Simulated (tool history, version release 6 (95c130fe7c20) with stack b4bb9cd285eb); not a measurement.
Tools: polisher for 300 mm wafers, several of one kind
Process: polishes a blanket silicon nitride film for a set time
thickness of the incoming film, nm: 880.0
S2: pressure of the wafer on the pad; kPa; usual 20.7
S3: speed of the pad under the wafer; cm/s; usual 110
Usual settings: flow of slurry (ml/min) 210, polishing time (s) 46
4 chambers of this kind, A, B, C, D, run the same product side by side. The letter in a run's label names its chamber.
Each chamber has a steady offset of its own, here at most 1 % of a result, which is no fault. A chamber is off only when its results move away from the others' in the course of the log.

-- hour=1.6 chamber B: worn pad replaced by a new one
-- hour=8.3 chamber A: worn pad replaced by a new one
run 1D hour=8.6 | flow_of_slurry_(ml/min)=210 S2=20.7 S3=110 polishing_time_(s)=46 | film_removed_(angstrom)=768.38
run 2A hour=15.4 | flow_of_slurry_(ml/min)=210 S2=20.7 S3=110 polishing_time_(s)=46 | film_removed_(angstrom)=769.56
run 3C hour=23.3 | flow_of_slurry_(ml/min)=210 S2=20.7 S3=110 polishing_time_(s)=46 | film_removed_(angstrom)=759.15
run 4B hour=28 | flow_of_slurry_(ml/min)=210 S2=20.7 S3=110 polishing_time_(s)=46 | film_removed_(angstrom)=757.69
run 5A hour=32.7 | flow_of_slurry_(ml/min)=210 S2=15.9 S3=110 polishing_time_(s)=38 | film_removed_(angstrom)=486.91
run 6D hour=41 | flow_of_slurry_(ml/min)=210 S2=15.9 S3=110 polishing_time_(s)=38 | film_removed_(angstrom)=481.89
run 7B hour=49.5 | flow_of_slurry_(ml/min)=210 S2=15.9 S3=110 polishing_time_(s)=38 | film_removed_(angstrom)=475.47
-- hour=57.5 chamber C: worn pad replaced by a new one
-- hour=57.7 chamber B: worn pad replaced by a new one
run 8C hour=58.1 | flow_of_slurry_(ml/min)=210 S2=15.9 S3=110 polishing_time_(s)=38 | film_removed_(angstrom)=479.54
run 9D hour=66.2 | flow_of_slurry_(ml/min)=210 S2=17.9 S3=110 polishing_time_(s)=36 | film_removed_(angstrom)=519.58
-- hour=69.8 chamber D: worn pad replaced by a new one
run 10C hour=74.6 | flow_of_slurry_(ml/min)=210 S2=17.9 S3=110 polishing_time_(s)=36 | film_removed_(angstrom)=508.76
run 11B hour=81.9 | flow_of_slurry_(ml/min)=210 S2=17.9 S3=110 polishing_time_(s)=36 | film_removed_(angstrom)=507.47
run 12A hour=86.9 | flow_of_slurry_(ml/min)=210 S2=17.9 S3=110 polishing_time_(s)=36 | film_removed_(angstrom)=502.82
-- hour=88.8 chamber B: head pressure recalibrated
run 13B hour=93 | flow_of_slurry_(ml/min)=210 S2=20.7 S3=110 polishing_time_(s)=46 | film_removed_(angstrom)=766.77
run 14A hour=100 | flow_of_slurry_(ml/min)=210 S2=20.7 S3=110 polishing_time_(s)=46 | film_removed_(angstrom)=733.22
run 15D hour=107.1 | flow_of_slurry_(ml/min)=210 S2=20.7 S3=110 polishing_time_(s)=46 | film_removed_(angstrom)=761.14
run 16C hour=115.3 | flow_of_slurry_(ml/min)=210 S2=20.7 S3=110 polishing_time_(s)=46 | film_removed_(angstrom)=768.11
run 17A hour=119.7 | flow_of_slurry_(ml/min)=210 S2=20.7 S3=110 polishing_time_(s)=46 | film_removed_(angstrom)=716.19
-- hour=119.8 chamber B: worn pad replaced by a new one
-- hour=124.6 chamber C: worn pad replaced by a new one
run 18C hour=125.8 | flow_of_slurry_(ml/min)=210 S2=20.7 S3=110 polishing_time_(s)=46 | film_removed_(angstrom)=750.25
run 19D hour=130.5 | flow_of_slurry_(ml/min)=210 S2=20.7 S3=78 polishing_time_(s)=46 | film_removed_(angstrom)=574.09
-- hour=132.4 chamber A: worn pad replaced by a new one
run 20B hour=136.6 | flow_of_slurry_(ml/min)=210 S2=20.7 S3=78 polishing_time_(s)=46 | film_removed_(angstrom)=577.31
run 21A hour=142.5 | flow_of_slurry_(ml/min)=210 S2=20.7 S3=78 polishing_time_(s)=46 | film_removed_(angstrom)=538.38
run 22D hour=148.2 | flow_of_slurry_(ml/min)=210 S2=20.7 S3=78 polishing_time_(s)=46 | film_removed_(angstrom)=564.91
run 23C hour=155.2 | flow_of_slurry_(ml/min)=210 S2=20.7 S3=110 polishing_time_(s)=46 | film_removed_(angstrom)=766.8
-- hour=162.9 chamber D: worn pad replaced by a new one
-- hour=163.6 chamber B: slurry nozzle cleaned
run 24B hour=163.9 | flow_of_slurry_(ml/min)=210 S2=20.7 S3=110 polishing_time_(s)=46 | film_removed_(angstrom)=756.75
run 25B hour=169.6 | flow_of_slurry_(ml/min)=210 S2=20.7 S3=110 polishing_time_(s)=46 | film_removed_(angstrom)=757.37
run 26A hour=179.4 | flow_of_slurry_(ml/min)=210 S2=20.7 S3=110 polishing_time_(s)=46 | film_removed_(angstrom)=706.71
-- hour=187.6 chamber B: worn pad replaced by a new one
run 27D hour=188.7 | flow_of_slurry_(ml/min)=210 S2=20.7 S3=110 polishing_time_(s)=46 | film_removed_(angstrom)=754
-- hour=193.5 chamber C: worn pad replaced by a new one
run 28C hour=196 | flow_of_slurry_(ml/min)=210 S2=20.7 S3=110 polishing_time_(s)=46 | film_removed_(angstrom)=744.75
run 29A hour=204.7 | flow_of_slurry_(ml/min)=210 S2=20.7 S3=110 polishing_time_(s)=46 | film_removed_(angstrom)=702.07
run 30B hour=214.3 | flow_of_slurry_(ml/min)=210 S2=20.7 S3=110 polishing_time_(s)=46 | film_removed_(angstrom)=758.91
run 31D hour=221.6 | flow_of_slurry_(ml/min)=210 S2=20.7 S3=110 polishing_time_(s)=46 | film_removed_(angstrom)=746.08

All 4 chambers run these settings next. Forecast each chamber's results:
run 32A hour=228.8 | flow_of_slurry_(ml/min)=210 S2=20.7 S3=146 polishing_time_(s)=46 | film_removed_(angstrom)=?
run 32B hour=228.8 | flow_of_slurry_(ml/min)=210 S2=20.7 S3=146 polishing_time_(s)=46 | film_removed_(angstrom)=?
run 32C hour=228.8 | flow_of_slurry_(ml/min)=210 S2=20.7 S3=146 polishing_time_(s)=46 | film_removed_(angstrom)=?
run 32D hour=228.8 | flow_of_slurry_(ml/min)=210 S2=20.7 S3=146 polishing_time_(s)=46 | film_removed_(angstrom)=?

run=32A film_removed_(angstrom)=850.17
run=32B film_removed_(angstrom)=961.71
run=32C film_removed_(angstrom)=962.38
run=32D film_removed_(angstrom)=947.51

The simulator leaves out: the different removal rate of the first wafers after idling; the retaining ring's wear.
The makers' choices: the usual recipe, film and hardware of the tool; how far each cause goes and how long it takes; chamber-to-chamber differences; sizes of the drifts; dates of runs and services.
